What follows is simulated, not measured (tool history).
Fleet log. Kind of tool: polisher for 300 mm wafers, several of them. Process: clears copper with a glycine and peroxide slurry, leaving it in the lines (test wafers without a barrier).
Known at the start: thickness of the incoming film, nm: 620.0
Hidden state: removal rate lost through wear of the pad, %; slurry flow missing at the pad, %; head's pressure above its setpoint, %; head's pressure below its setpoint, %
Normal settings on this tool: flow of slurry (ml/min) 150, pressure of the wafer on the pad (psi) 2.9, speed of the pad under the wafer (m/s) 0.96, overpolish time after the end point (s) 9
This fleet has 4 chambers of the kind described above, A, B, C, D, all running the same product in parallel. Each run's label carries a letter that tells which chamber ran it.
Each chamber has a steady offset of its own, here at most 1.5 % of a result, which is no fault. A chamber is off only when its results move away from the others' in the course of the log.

| run | day | flow of slurry (ml/min) | pressure of the wafer on the pad (psi) | speed of the pad under the wafer (m/s) | overpolish time after the end point (s) | wafers polished on this pad | hours since the slurry nozzle was cleaned | hours since the head pressure was calibrated | time until the end point was called (s) | dishing of a wide line in a test structure (Å) |
|---|---|---|---|---|---|---|---|---|---|---|
| 1D | 0.358 | 150 | 2.9 | 0.96 | 9 | 51 | 262.8 | 311.1 | 104.06 | 355.71 |
| 2B | 0.683 | 150 | 2.9 | 0.96 | 9 | 380 | 59.1 | 490.4 | 102.98 | 367.28 |
| 3C | 1.05 | 150 | 2.9 | 0.96 | 9 | 842 | 243.7 | 439.4 | 105.45 | 347.67 |
| 4A | 1.417 | 150 | 2.9 | 0.96 | 9 | 258 | 133.7 | 658.8 | 105.5 | 361.44 |
|  | 1.725 | chamber C: head pressure recalibrated |
|  | 1.833 | chamber B: worn pad replaced by a new one |
| 5C | 1.85 | 150 | 2.9 | 0.96 | 9 | 937 | 262.9 | 3.1 | 102.79 | 353.87 |
| 6A | 2.454 | 150 | 2.9 | 0.96 | 9 | 380 | 158.6 | 683.7 | 104.87 | 355.7 |
|  | 2.621 | chamber C: worn pad replaced by a new one |
|  | 2.662 | chamber D: slurry nozzle cleaned |
| 7D | 2.804 | 150 | 2.9 | 0.96 | 9 | 340 | 3.4 | 369.8 | 105.17 | 350.65 |
|  | 3.108 | chamber A: worn pad replaced by a new one |
| 8B | 3.417 | 150 | 2.9 | 0.96 | 9 | 187 | 124.7 | 556 | 104.46 | 369.7 |
|  | 3.458 | chamber A: slurry nozzle cleaned |
| 9A | 3.917 | 150 | 2.9 | 0.96 | 9 | 95 | 11 | 718.8 | 106.1 | 360.05 |
| 10C | 4.442 | 150 | 3.8 | 0.96 | 9 | 215 | 325.1 | 65.3 | 84.321 | 412.74 |
| 11D | 4.917 | 150 | 3.8 | 0.96 | 9 | 589 | 54.1 | 420.5 | 80.493 | 423.73 |
| 12B | 5.375 | 150 | 3.8 | 0.96 | 9 | 418 | 171.7 | 603 | 82.535 | 427.52 |
| 13B | 5.75 | 150 | 3.8 | 0.96 | 9 | 462 | 180.7 | 612 | 83.966 | 423.18 |
| 14D | 6.35 | 150 | 2.9 | 0.96 | 9 | 758 | 88.5 | 454.9 | 104.84 | 358.52 |
|  | 6.579 | chamber B: worn pad replaced by a new one |
| 15C | 6.842 | 150 | 2.9 | 0.96 | 9 | 498 | 382.7 | 122.9 | 104.81 | 365.76 |
|  | 6.917 | chamber A: worn pad replaced by a new one |
| 16A | 7.15 | 150 | 2.9 | 0.96 | 9 | 27 | 88.6 | 796.4 | 103.09 | 370.9 |
| 17A | 7.567 | 150 | 2.9 | 0.96 | 9 | 77 | 98.6 | 806.4 | 104.7 | 351.79 |
| 18C | 8.054 | 150 | 2.9 | 0.96 | 14 | 642 | 411.8 | 152 | 105.99 | 501.77 |
| 19B | 8.379 | 150 | 2.9 | 0.96 | 14 | 212 | 243.8 | 675.1 | 105.43 | 497.09 |
|  | 8.708 | chamber D: worn pad replaced by a new one |
| 20D | 8.729 | 150 | 2.9 | 0.96 | 14 | 2 | 145.6 | 512 | 104.07 | 506.23 |
| 21A | 9.242 | 150 | 2.9 | 0.96 | 14 | 274 | 138.8 | 846.6 | 105.82 | 506.82 |
| 22B | 9.612 | 150 | 2.9 | 0.96 | 9 | 358 | 273.4 | 704.7 | 105.33 | 370.92 |
| 23D | 10.15 | 150 | 2.9 | 0.96 | 9 | 170 | 179.7 | 546.1 | 103.81 | 353.32 |
|  | 10.254 | chamber C: worn pad replaced by a new one |
| 24C | 10.483 | 150 | 2.9 | 0.96 | 9 | 27 | 470.1 | 210.3 | 102.06 | 351.77 |

Next, all 4 chambers run the settings below, one line each with question marks for the results. What does each chamber give?
| 25A | 10.929 | 150 | 2.9 | 0.96 | 9 |  |  |  | ? | ? |
| 25B | 10.929 | 150 | 2.9 | 0.96 | 9 |  |  |  | ? | ? |
| 25C | 10.929 | 150 | 2.9 | 0.96 | 9 |  |  |  | ? | ? |
| 25D | 10.929 | 150 | 2.9 | 0.96 | 9 |  |  |  | ? | ? |

| run | time until the end point was called (s) | dishing of a wide line in a test structure (Å) |
|---|---|---|
| 25A | 103.29 | 361.6 |
| 25B | 104.69 | 358.78 |
| 25C | 104.67 | 361.85 |
| 25D | 103.52 | 364.33 |

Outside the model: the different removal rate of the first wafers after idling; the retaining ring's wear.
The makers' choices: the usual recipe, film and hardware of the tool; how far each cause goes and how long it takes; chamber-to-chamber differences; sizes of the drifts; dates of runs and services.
